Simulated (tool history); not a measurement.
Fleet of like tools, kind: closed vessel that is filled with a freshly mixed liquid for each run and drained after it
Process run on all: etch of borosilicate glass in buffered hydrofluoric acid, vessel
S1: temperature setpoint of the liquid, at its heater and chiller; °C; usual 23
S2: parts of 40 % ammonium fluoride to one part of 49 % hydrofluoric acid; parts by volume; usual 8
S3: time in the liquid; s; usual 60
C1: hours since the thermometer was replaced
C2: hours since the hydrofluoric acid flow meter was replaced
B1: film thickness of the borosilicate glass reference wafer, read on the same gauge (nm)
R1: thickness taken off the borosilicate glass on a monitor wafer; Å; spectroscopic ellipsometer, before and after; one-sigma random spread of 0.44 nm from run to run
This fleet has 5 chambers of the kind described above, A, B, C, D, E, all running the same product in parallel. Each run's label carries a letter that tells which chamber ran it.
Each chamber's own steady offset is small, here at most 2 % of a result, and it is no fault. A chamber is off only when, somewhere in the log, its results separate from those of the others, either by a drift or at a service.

| run | hour | S1 | S2 | S3 | C1 | C2 | B1 | R1 |
|---|---|---|---|---|---|---|---|---|
| 1A | 11.4 | 23 | 8 | 60 | 670 | 453.4 | 40.006 | 859.15 |
| 2B | 19.1 | 23 | 8 | 60 | 87.4 | 1039.7 | 40.001 | 863.19 |
| 3E | 25.2 | 23 | 8 | 60 | 2788.2 | 190 | 39.973 | 862.53 |
| 4C | 38.5 | 23 | 8 | 60 | 433.3 | 1102 | 39.974 | 874.94 |
| 5D | 49.7 | 23 | 8 | 60 | 815.5 | 237.6 | 39.963 | 872.46 |
| 6D | 62 | 23 | 8 | 60 | 827.8 | 249.9 | 40.004 | 877 |
| 7C | 70.8 | 23 | 8 | 60 | 465.6 | 1134.3 | 40.009 | 873.37 |
| 8B | 79.3 | 23 | 8 | 60 | 147.6 | 1099.9 | 40.019 | 851.25 |
| 9A | 85.3 | 19 | 8 | 30 | 743.9 | 527.3 | 40.011 | 351.02 |
|  | 90.1 | chamber A: hydrofluoric acid flow meter replaced |
| 10E | 94.8 | 19 | 8 | 30 | 2857.8 | 259.6 | 39.989 | 342.18 |
| 11D | 108.3 | 19 | 8 | 30 | 874.1 | 296.2 | 39.997 | 353.93 |
| 12E | 116.4 | 19 | 8 | 30 | 2879.4 | 281.2 | 40.003 | 344.83 |
| 13B | 128.2 | 19 | 8 | 30 | 196.5 | 1148.8 | 40.006 | 345.35 |
| 14C | 134.6 | 23 | 8 | 60 | 529.4 | 1198.1 | 40.029 | 885.5 |
| 15A | 141.5 | 23 | 8 | 60 | 800.1 | 51.4 | 39.975 | 875.85 |
| 16D | 149.8 | 23 | 8 | 60 | 915.6 | 337.7 | 39.959 | 885.2 |
| 17B | 155.8 | 23 | 8 | 60 | 224.1 | 1176.4 | 40.01 | 864.08 |
| 18A | 164 | 23 | 8 | 60 | 822.6 | 73.9 | 40.02 | 878.98 |
| 19E | 172.1 | 23 | 8 | 60 | 2935.1 | 336.9 | 39.997 | 862.2 |
| 20C | 179.8 | 23 | 8 | 60 | 574.6 | 1243.3 | 40.017 | 869.53 |
| 21D | 186.3 | 23 | 8 | 60 | 952.1 | 374.2 | 39.964 | 868.84 |
| 22E | 196.3 | 23 | 8 | 60 | 2959.3 | 361.1 | 40.012 | 862.85 |
| 23A | 206.8 | 23 | 8 | 60 | 865.4 | 116.7 | 40.012 | 886.55 |
|  | 208.8 | chamber D: hydrofluoric acid flow meter replaced |
| 24C | 212.9 | 23 | 8 | 60 | 607.7 | 1276.4 | 40.013 | 873.98 |
| 25B | 221.6 | 23 | 8 | 60 | 289.9 | 1242.2 | 40.006 | 857.81 |
| 26C | 234.9 | 23 | 8 | 60 | 629.7 | 1298.4 | 40.011 | 868.44 |
| 27D | 243.9 | 25.5 | 8 | 70 | 1009.7 | 35.2 | 40 | 1160.7 |
| 28E | 257.4 | 25.5 | 8 | 70 | 3020.4 | 422.2 | 40.024 | 1148 |
|  | 261.4 | chamber E: thermometer replaced |
| 29B | 265 | 25.5 | 8 | 70 | 333.3 | 1285.6 | 39.976 | 1162.8 |
| 30A | 277.8 | 25.5 | 8 | 70 | 936.4 | 187.7 | 39.993 | 1188.3 |
| 31E | 289.7 | 25.5 | 8 | 70 | 28.4 | 454.5 | 40.018 | 1152.7 |
| 32B | 297.7 | 23 | 8 | 60 | 366 | 1318.3 | 40.007 | 864.36 |
| 33D | 305.7 | 23 | 8 | 60 | 1071.5 | 97 | 40.013 | 866.93 |
| 34C | 312.2 | 23 | 8 | 60 | 707 | 1375.7 | 39.992 | 871.49 |
| 35A | 325 | 23 | 8 | 60 | 983.6 | 234.9 | 39.999 | 903.97 |
| 36C | 332.6 | 23 | 8 | 60 | 727.4 | 1396.1 | 40.022 | 873.34 |
|  | 333.5 | chamber E: hydrofluoric acid flow meter replaced |
| 37E | 343 | 23 | 8 | 35 | 81.7 | 9.5 | 39.997 | 501.94 |
| 38B | 351.8 | 23 | 8 | 35 | 420.1 | 1372.4 | 40.026 | 497.95 |
| 39D | 358.4 | 23 | 8 | 35 | 1124.2 | 149.7 | 39.985 | 510.99 |
| 40A | 366.2 | 23 | 8 | 35 | 1024.8 | 276.1 | 40.01 | 528.55 |
| 41E | 375.9 | 23 | 8 | 35 | 114.6 | 42.4 | 40.013 | 501.95 |
| 42A | 389.4 | 23 | 8 | 60 | 1048 | 299.3 | 40.029 | 901 |
| 43C | 402.3 | 23 | 5.5 | 85 | 797.1 | 1465.8 | 39.976 | 1802.9 |

Decide between three cases: one chamber stands off from its peers, the gauge reading all wafers drifts, or nothing is wrong past each chamber's small offset. Where a chamber is off, say which and what most likely put it there.

It is chamber A that slowly wanders off from its peers.
What lies behind it: liquid hotter than its thermometer reads (K) = 1.04.

Chamber A could run next with any of the 4 candidate recipes listed below; each alters the usual settings, and their results appear as question marks. Which one brings its results back in line with what the other chambers deliver on the usual settings?
In line means no further than this from the other chambers' mean on the usual settings: R1 16 Å
| 44A-1 | 412 | 22 | 8 | 60 |  |  |  | ? |
| 44A-2 | 412 | 24 | 8 | 60 |  |  |  | ? |
| 44A-3 | 412 | 22.5 | 8.5 | 60 |  |  |  | ? |
| 44A-4 | 412 | 23.5 | 7.5 | 60 |  |  |  | ? |

Average result of the remaining chambers running the usual settings: R1 867.13 Å
| run | R1 |
|---|---|
| 44A-1 | 858.75 |
| 44A-2 | 956.89 |
| 44A-3 | 825.75 |
| 44A-4 | 998.99 |
44A-1 brings the chamber back in line.

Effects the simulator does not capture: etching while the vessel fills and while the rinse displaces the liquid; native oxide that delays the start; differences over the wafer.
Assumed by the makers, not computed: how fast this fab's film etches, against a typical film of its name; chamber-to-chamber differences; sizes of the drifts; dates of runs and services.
